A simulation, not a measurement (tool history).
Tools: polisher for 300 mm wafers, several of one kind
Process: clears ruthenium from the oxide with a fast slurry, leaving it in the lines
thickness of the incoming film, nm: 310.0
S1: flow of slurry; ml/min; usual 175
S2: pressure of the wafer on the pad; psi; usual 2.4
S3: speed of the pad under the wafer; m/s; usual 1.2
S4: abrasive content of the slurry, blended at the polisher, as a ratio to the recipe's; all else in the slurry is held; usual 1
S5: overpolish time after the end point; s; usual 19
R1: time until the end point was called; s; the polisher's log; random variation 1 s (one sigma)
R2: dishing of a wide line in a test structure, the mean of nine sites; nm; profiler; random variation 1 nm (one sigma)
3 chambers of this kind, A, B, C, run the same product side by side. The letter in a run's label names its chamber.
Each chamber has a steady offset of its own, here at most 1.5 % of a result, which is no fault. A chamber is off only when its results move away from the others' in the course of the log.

run,hour,S1,S2,S3,S4,S5,R1,R2
1C,12.6,175,2.4,1.2,1,19,67.119,63.524
2B,27.2,175,2.4,1.2,1,19,66.894,61.92
3A,37,175,2.4,1.2,1,19,67.214,63.775
4B,49.6,175,2.4,1.2,1,19,67.231,61.542
5C,57.7,175,2.4,1.2,1,19,66.846,61.787
# hour 58.4: chamber C: slurry nozzle cleaned
6A,72.1,175,2.4,1.2,1,19,66.814,64.241
# hour 74.5: chamber C: worn pad replaced by a new one
7A,81,175,2.4,1.2,0.8,29,74.985,80.089
8C,91.4,175,2.4,1.2,0.8,29,72.876,79.227
# hour 100: chamber C: slurry blender recalibrated
9B,100,175,2.4,1.2,0.8,29,74.784,79.762
10C,110,175,2.4,1.2,1,19,66.172,64.144
# hour 110.9: chamber A: slurry blender recalibrated
11B,121,175,2.4,1.2,1,19,67.27,62.238
# hour 133.8: chamber A: worn pad replaced by a new one
12A,133.9,175,2.4,1.2,1,19,65.656,63.195
13A,141,175,2.4,1.2,1,19,67.625,64.385
# hour 142.5: chamber B: head pressure recalibrated
14B,148.4,175,2.4,1.2,1,19,61.78,68.262
15C,155.7,175,2.4,1.2,1,19,67.712,61.797
16C,166.9,175,2.4,1.2,1,19,67.901,61.654
# hour 180.6: chamber C: worn pad replaced by a new one
17B,182,175,2.4,1.2,1,19,59.939,67.197
18A,189.4,175,2.4,1.2,1,19,67.213,63.668
# hour 195.4: chamber B: worn pad replaced by a new one
19C,199.6,175,1.9,1.2,1,27,83.662,68.361
20B,208.4,175,1.9,1.2,1,27,74.656,75.585
21A,218.7,175,1.9,1.2,1,27,83.389,68.365
22C,229.8,175,2.4,1.2,1,19,67.147,62.227
# hour 231.1: chamber B: slurry blender recalibrated
23B,239.5,175,2.4,1.2,1,19,59.951,67.235
24A,246.4,175,2.4,1.2,1,19,65.158,62.008
25A,254.7,175,2.4,1.2,1,19,65.548,64.638

Next, every chamber runs the same settings. What will each give?
26A,265.6,175,2.4,1.44,1,19,?,?
26B,265.6,175,2.4,1.44,1,19,?,?
26C,265.6,175,2.4,1.44,1,19,?,?

run,R1,R2
26A,54.142,72.726
26B,51.322,77.202
26C,55.271,72.11
